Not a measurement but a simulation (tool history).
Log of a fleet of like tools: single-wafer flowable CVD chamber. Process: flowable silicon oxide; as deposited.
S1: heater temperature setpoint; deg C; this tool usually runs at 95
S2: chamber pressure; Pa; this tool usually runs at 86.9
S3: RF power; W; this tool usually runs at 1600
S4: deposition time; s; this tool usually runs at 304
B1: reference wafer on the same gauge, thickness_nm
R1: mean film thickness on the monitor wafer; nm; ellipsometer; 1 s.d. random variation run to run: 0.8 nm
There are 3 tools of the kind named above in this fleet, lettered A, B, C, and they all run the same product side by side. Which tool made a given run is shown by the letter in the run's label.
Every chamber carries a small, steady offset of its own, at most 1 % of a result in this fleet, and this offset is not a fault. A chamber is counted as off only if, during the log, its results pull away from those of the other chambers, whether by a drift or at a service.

run,hour,S1,S2,S3,S4,B1,R1
1B,4.3,95,86.9,1600,304,148.88,154.82
2C,8.9,95,86.9,1600,304,149.2,155.45
3A,15.6,95,86.9,1600,304,148.89,155.41
4B,21,95,86.9,1600,304,149.08,154.94
5C,25.6,95,86.9,1600,304,149.05,156.29
6A,29.2,95,86.9,1600,304,148.86,154.05
7B,35.8,95,86.9,1600,304,149.1,154
8A,41.3,95,86.9,1600,304,148.92,156.07
9C,48.7,95,86.9,1600,304,149.21,158.52
10C,52.6,95,86.9,1600,304,148.94,157.35
11B,57.7,95,86.9,1600,304,149.02,154.99
12A,64,95,86.9,1600,304,149.25,155.22
13B,70.9,95,86.9,1600,304,149,155.55
14A,76.2,95,86.9,1600,304,148.97,155.97
15C,83.4,95,86.9,1600,304,149.18,157.22
16C,90.5,95,86.9,1400,304,149.01,149.8
17B,94.4,95,86.9,1400,304,148.91,148.01
18A,100.3,95,86.9,1400,304,148.96,148.87
19A,104.5,95,86.9,1600,304,148.89,156.12
20B,111.9,95,86.9,1600,304,148.83,155.9
21C,116.6,95,86.9,1600,304,148.88,156.37
22C,120.8,95,86.9,1600,304,149,158.47
23B,125.8,95,86.9,1600,304,149.04,154.78
24A,131.7,95,86.9,1600,304,148.96,156.85
25B,137.4,95,86.9,1600,304,148.96,155.45
26A,143.5,95,86.9,1600,304,149.15,154.98
27C,150.2,95,86.9,1600,304,149.07,155.99
28B,157,95,86.9,1600,304,149.07,155.31
# hour 159.6: chamber C: thermocouple changed; heater temperature recalibrated
29C,164.3,95,86.9,1600,304,148.8,156.95
30A,170.7,95,86.9,1600,304,148.99,156.01
31B,176.9,95,86.9,1600,304,148.89,155.31
32A,183.9,81,86.9,1600,327,148.94,257.36
33C,189.8,81,86.9,1600,327,148.84,258.84
34A,194.3,81,86.9,1600,327,148.79,257.66
35B,201.8,95,86.9,1600,304,148.88,154.38

Next, all 3 chambers run the settings below, one line each with question marks for the results. What does each chamber give?
36A,207.3,95,86.9,1600,304,,?
36B,207.3,95,86.9,1600,304,,?
36C,207.3,95,86.9,1600,304,,?

run,R1
36A,155.33
36B,156.14
36C,157.12
